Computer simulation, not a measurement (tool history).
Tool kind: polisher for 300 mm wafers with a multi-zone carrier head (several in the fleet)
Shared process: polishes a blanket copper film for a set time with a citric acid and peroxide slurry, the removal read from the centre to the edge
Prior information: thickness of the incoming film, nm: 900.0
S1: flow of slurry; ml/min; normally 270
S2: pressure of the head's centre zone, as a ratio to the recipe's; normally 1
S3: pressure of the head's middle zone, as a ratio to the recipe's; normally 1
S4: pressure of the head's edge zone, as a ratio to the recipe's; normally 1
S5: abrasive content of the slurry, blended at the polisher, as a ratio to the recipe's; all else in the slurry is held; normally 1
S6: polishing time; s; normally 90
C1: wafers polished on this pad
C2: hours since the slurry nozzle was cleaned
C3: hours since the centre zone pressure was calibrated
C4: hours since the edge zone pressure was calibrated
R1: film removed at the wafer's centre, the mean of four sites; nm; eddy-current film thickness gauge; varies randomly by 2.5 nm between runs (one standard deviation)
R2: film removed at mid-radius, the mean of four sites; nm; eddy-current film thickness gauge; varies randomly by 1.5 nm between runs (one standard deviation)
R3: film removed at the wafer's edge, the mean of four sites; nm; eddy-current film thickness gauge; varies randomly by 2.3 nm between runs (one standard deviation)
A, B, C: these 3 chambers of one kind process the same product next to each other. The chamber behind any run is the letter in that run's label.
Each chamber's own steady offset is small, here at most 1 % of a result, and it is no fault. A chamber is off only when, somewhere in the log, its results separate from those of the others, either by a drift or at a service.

Run 1C, hour 2.9: usual settings; C1 567; C2 239.7; C3 843; C4 501.2. Result: R1 251.59 nm, R2 248.62 nm, R3 247.06 nm.
Run 2A, hour 5.3: usual settings; C1 316; C2 151.9; C3 306.4; C4 439.7. Result: R1 249.63 nm, R2 250.96 nm, R3 248.87 nm.
At hour 5.7: chamber C: worn pad replaced by a new one.
Run 3B, hour 9.3: usual settings; C1 308; C2 596; C3 815.3; C4 271.7. Result: R1 248.9 nm, R2 248.07 nm, R3 243.36 nm.
Run 4B, hour 13.6: usual settings; C1 359; C2 600.3; C3 819.6; C4 276. Result: R1 250.42 nm, R2 249.56 nm, R3 245.8 nm.
Run 5C, hour 16.5: usual settings; C1 128; C2 253.3; C3 856.6; C4 514.8. Result: R1 248.2 nm, R2 248.94 nm, R3 249.46 nm.
Run 6A, hour 19.9: usual settings; C1 489; C2 166.5; C3 321; C4 454.3. Result: R1 248.85 nm, R2 250.75 nm, R3 249.01 nm.
Run 7C, hour 23.3: usual settings but S3 0.96; C1 209; C2 260.1; C3 863.4; C4 521.6. Result: R1 245.48 nm, R2 240.2 nm, R3 249.11 nm.
Run 8A, hour 26.9: usual settings but S3 0.96; C1 572; C2 173.5; C3 328; C4 461.3. Result: R1 246.87 nm, R2 240.78 nm, R3 250.53 nm.
Run 9B, hour 29.4: usual settings but S3 0.96; C1 547; C2 616.1; C3 835.4; C4 291.8. Result: R1 250.52 nm, R2 241.38 nm, R3 248.64 nm.
Run 10B, hour 33.2: usual settings; C1 592; C2 619.9; C3 839.2; C4 295.6. Result: R1 248.65 nm, R2 249.48 nm, R3 244.13 nm.
At hour 34.1: chamber B: slurry nozzle cleaned.
Run 11C, hour 37.3: usual settings; C1 375; C2 274.1; C3 877.4; C4 535.6. Result: R1 249.21 nm, R2 252.02 nm, R3 247.9 nm.
Run 12A, hour 39.9: usual settings; C1 726; C2 186.5; C3 341; C4 474.3. Result: R1 252.46 nm, R2 250.07 nm, R3 250.56 nm.
At hour 41.1: chamber C: centre zone pressure recalibrated.
Run 13A, hour 43.1: usual settings; C1 764; C2 189.7; C3 344.2; C4 477.5. Result: R1 250.02 nm, R2 247.98 nm, R3 248.75 nm.
Run 14C, hour 47.7: usual settings; C1 498; C2 284.5; C3 6.6; C4 546. Result: R1 246.04 nm, R2 249.77 nm, R3 248.65 nm.
At hour 48.4: chamber A: worn pad replaced by a new one.
At hour 48.5: chamber C: worn pad replaced by a new one.
Run 15B, hour 51.7: usual settings; C1 811; C2 17.6; C3 857.7; C4 314.1. Result: R1 250.97 nm, R2 246.85 nm, R3 245.33 nm.
Run 16B, hour 54.2: usual settings; C1 841; C2 20.1; C3 860.2; C4 316.6. Result: R1 249.23 nm, R2 249.13 nm, R3 246.83 nm.
At hour 58.3: chamber A: slurry nozzle cleaned.
Run 17A, hour 58.8: usual settings; C1 124; C2 0.6; C3 359.9; C4 493.2. Result: R1 248.37 nm, R2 250.53 nm, R3 248.23 nm.
Run 18C, hour 61: usual settings; C1 149; C2 297.8; C3 19.9; C4 559.3. Result: R1 244.63 nm, R2 250.16 nm, R3 254.8 nm.
Run 19A, hour 63.7: usual settings; C1 182; C2 5.5; C3 364.8; C4 498.1. Result: R1 247.83 nm, R2 250.52 nm, R3 246.5 nm.
Run 20B, hour 66.9: usual settings but S2 0.95, S6 76 s; C1 991; C2 32.8; C3 872.9; C4 329.3. Result: R1 195.04 nm, R2 207.12 nm, R3 204.81 nm.
Run 21C, hour 71.4: usual settings but S2 0.95, S6 76 s; C1 272; C2 308.2; C3 30.3; C4 569.7. Result: R1 201.09 nm, R2 208.41 nm, R3 208.14 nm.
Run 22A, hour 74.1: usual settings but S2 0.95, S6 76 s; C1 305; C2 15.9; C3 375.2; C4 508.5. Result: R1 198.79 nm, R2 211.8 nm, R3 213.38 nm.
Run 23C, hour 78: usual settings; C1 350; C2 314.8; C3 36.9; C4 576.3. Result: R1 250.01 nm, R2 247.75 nm, R3 249.66 nm.
Run 24B, hour 82.2: usual settings; C1 1173; C2 48.1; C3 888.2; C4 344.6. Result: R1 238.23 nm, R2 239.37 nm, R3 237.56 nm.
Run 25B, hour 86: usual settings; C1 1218; C2 51.9; C3 892; C4 348.4. Result: R1 240.68 nm, R2 241.03 nm, R3 239.82 nm.
Run 26C, hour 88.6: usual settings; C1 476; C2 325.4; C3 47.5; C4 586.9. Result: R1 253.9 nm, R2 247.87 nm, R3 246.97 nm.
Run 27A, hour 90.9: usual settings; C1 505; C2 32.7; C3 392; C4 525.3. Result: R1 249.26 nm, R2 249.93 nm, R3 252.89 nm.
Run 28C, hour 93.5: usual settings; C1 534; C2 330.3; C3 52.4; C4 591.8. Result: R1 246.72 nm, R2 249.17 nm, R3 250.84 nm.
At hour 93.6: chamber C: worn pad replaced by a new one.
Run 29A, hour 97.4: usual settings; C1 582; C2 39.2; C3 398.5; C4 531.8. Result: R1 248.67 nm, R2 249.23 nm, R3 244.99 nm.
Run 30B, hour 99.4: usual settings; C1 1377; C2 65.3; C3 905.4; C4 361.8. Result: R1 232.55 nm, R2 235.68 nm, R3 231.14 nm.
Run 31C, hour 103: usual settings; C1 112; C2 339.8; C3 61.9; C4 601.3. Result: R1 250.71 nm, R2 246.14 nm, R3 250.75 nm.
Run 32A, hour 105.1: usual settings; C1 673; C2 46.9; C3 406.2; C4 539.5. Result: R1 245.77 nm, R2 247.44 nm, R3 244.55 nm.
Run 33B, hour 108.3: usual settings; C1 1483; C2 74.2; C3 914.3; C4 370.7. Result: R1 234.46 nm, R2 229.74 nm, R3 231.63 nm.
Run 34B, hour 112.1: usual settings; C1 1528; C2 78; C3 918.1; C4 374.5. Result: R1 234.56 nm, R2 232.24 nm, R3 228.57 nm.
Run 35C, hour 116.4: usual settings but S5 1.2, S6 67 s; C1 271; C2 353.2; C3 75.3; C4 614.7. Result: R1 190.08 nm, R2 191.59 nm, R3 190.18 nm.
Run 36A, hour 120.4: usual settings but S5 1.2, S6 67 s; C1 855; C2 62.2; C3 421.5; C4 554.8. Result: R1 192.47 nm, R2 192.69 nm, R3 192.18 nm.
At hour 122.5: chamber A: worn pad replaced by a new one.
Run 37B, hour 124: usual settings but S5 1.2, S6 67 s; C1 1669; C2 89.9; C3 930; C4 386.4. Result: R1 172.83 nm, R2 175.27 nm, R3 173.62 nm.
Run 38C, hour 126.2: usual settings; C1 387; C2 363; C3 85.1; C4 624.5. Result: R1 252.21 nm, R2 248.83 nm, R3 249.67 nm.
Run 39A, hour 128.5: usual settings; C1 71; C2 70.3; C3 429.6; C4 562.9. Result: R1 248.66 nm, R2 248.7 nm, R3 249.25 nm.
Run 40A, hour 130.9: usual settings; C1 99; C2 72.7; C3 432; C4 565.3. Result: R1 247.36 nm, R2 247.28 nm, R3 248.07 nm.
At hour 132.7: chamber C: worn pad replaced by a new one.
Run 41C, hour 135.4: usual settings; C1 32; C2 372.2; C3 94.3; C4 633.7. Result: R1 247.11 nm, R2 249.77 nm, R3 249.9 nm.
Run 42B, hour 138.6: usual settings; C1 1842; C2 104.5; C3 944.6; C4 401. Result: R1 222.37 nm, R2 223.18 nm, R3 217.67 nm.
Run 43B, hour 142.3: usual settings; C1 1886; C2 108.2; C3 948.3; C4 404.7. Result: R1 219.85 nm, R2 220.11 nm, R3 217.04 nm.

Does one chamber stand apart from the rest, does the shared gauge drift, or is all well apart from small per-chamber offsets? Give the chamber and the most likely cause, where there is one.

One chamber, B, drifts off from the rest bit by bit.
Cause: removal rate lost through wear of the pad, % = 11.8.

Below are 4 candidate recipes for chamber B's next run, each the usual settings with a change, their results shown as question marks. Which of them brings B's results back in line with what the other chambers give on the usual settings?
In-line tolerance around the mean of the other chambers on the usual settings: R1 8.6 nm; R2 5.2 nm; R3 8.2 nm
Run 44B-1, hour 145.7: usual settings but S4 1.01, S6 96 s. Result: R1 ?, R2 ?, R3 ?.
Run 44B-2, hour 145.7: usual settings but S4 1.01, S6 101 s. Result: R1 ?, R2 ?, R3 ?.
Run 44B-3, hour 145.7: usual settings but S4 0.99, S6 79 s. Result: R1 ?, R2 ?, R3 ?.
Run 44B-4, hour 145.7: usual settings but S4 0.99, S6 84 s. Result: R1 ?, R2 ?, R3 ?.

Mean of the other chambers on the usual settings: R1 248.67 nm; R2 248.99 nm; R3 248.49 nm
  run      R1      R2      R3
44B-1  234.95  234.32  233.71
44B-2  247.19  246.53  245.88
44B-3  193.35  192.83  190.33
44B-4  205.58  205.04  202.38
The right change is 44B-2: it brings the chamber back within the allowed miss of the others.
